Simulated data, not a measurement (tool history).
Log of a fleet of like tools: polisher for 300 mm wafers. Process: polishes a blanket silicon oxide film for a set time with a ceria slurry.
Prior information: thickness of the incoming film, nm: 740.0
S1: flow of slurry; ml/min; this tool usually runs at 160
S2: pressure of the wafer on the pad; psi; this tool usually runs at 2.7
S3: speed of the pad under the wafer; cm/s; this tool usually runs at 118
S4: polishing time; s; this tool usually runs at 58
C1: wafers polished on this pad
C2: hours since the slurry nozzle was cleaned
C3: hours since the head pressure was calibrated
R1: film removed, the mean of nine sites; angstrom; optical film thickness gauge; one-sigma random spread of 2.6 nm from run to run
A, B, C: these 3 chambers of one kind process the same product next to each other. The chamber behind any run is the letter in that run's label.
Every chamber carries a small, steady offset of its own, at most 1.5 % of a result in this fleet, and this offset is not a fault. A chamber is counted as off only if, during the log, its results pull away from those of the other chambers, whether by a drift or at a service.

run	hour	S1	S2	S3	S4	C1	C2	C3	R1
# hour 4.5: chamber A: worn pad replaced by a new one
1B	9.8	160	2.7	118	58	1128	357.3	568.2	2809.2
2A	19.3	160	2.7	118	58	127	518.7	64.4	2826.6
# hour 29.3: chamber A: slurry nozzle cleaned
3C	30.2	160	2.7	118	58	496	177.8	255.6	2782.2
# hour 32.9: chamber B: worn pad replaced by a new one
4A	40.5	160	2.7	118	58	310	11.2	85.6	2799.3
# hour 47.2: chamber C: slurry nozzle cleaned
5B	50.9	160	2.7	118	45	155	398.4	609.3	2191.4
6C	60.8	160	2.7	118	45	760	13.6	286.2	2148.2
# hour 70.3: chamber B: slurry nozzle cleaned
7A	70.5	160	2.7	118	45	568	41.2	115.6	2197
# hour 70.8: chamber C: worn pad replaced by a new one
8B	83.9	160	2.7	118	58	439	13.7	642.3	2756.3
9C	92.5	185	2.7	118	70	186	45.3	317.9	3470.4
10B	107.7	185	2.7	118	70	644	37.5	666.1	3448.4
11C	122.5	185	2.7	118	70	445	75.3	347.9	3539.4
12A	138.2	160	3	144	58	1150	108.9	183.3	3851.2
# hour 151.5: chamber A: worn pad replaced by a new one
13C	152.7	160	3	144	58	705	105.5	378.1	4014.4
14B	168.2	160	3	144	58	1165	98	726.6	3867.9
# hour 174.9: chamber C: worn pad replaced by a new one
15A	177	160	2.7	118	58	219	147.7	222.1	2770.9
16B	184.5	205	2.7	118	58	1305	114.3	742.9	2914.9
17A	192.2	205	2.7	118	58	350	162.9	237.3	2896.1
# hour 197.7: chamber B: worn pad replaced by a new one
18C	201.9	205	2.7	118	58	232	154.7	427.3	3154.1
19B	212.4	160	2.7	118	58	127	142.2	770.8	2785.7
20C	224.5	160	2.7	118	58	427	177.3	449.9	3065

Is one chamber out of step, is the gauge drifting, or do the chambers differ by no more than their own small offsets? For an off chamber, give its letter and the likeliest cause.

Little by little, chamber C moves away from the other chambers.
Cause: head's pressure above its setpoint, % = 10.8.

Which of the 4 candidates below, each the usual settings with something changed and its results left as question marks, puts chamber C back in line with what the other chambers give on the usual settings?
Allowed miss from the other chambers' usual-settings mean, per result, to count as in line: R1 90 angstrom
21C-1	235.8	160	2.9	126	62				?
21C-2	235.8	160	2.7	118	53				?
21C-3	235.8	160	2.7	130	58				?
21C-4	235.8	155	2.2	118	58				?

Average result of the remaining chambers running the usual settings: R1 2813.8 angstrom
run	R1
21C-1	3782.2
21C-2	2818.1
21C-3	3394.2
21C-4	2491.1
21C-2 is the one that brings the chamber's results back in line with the other chambers.
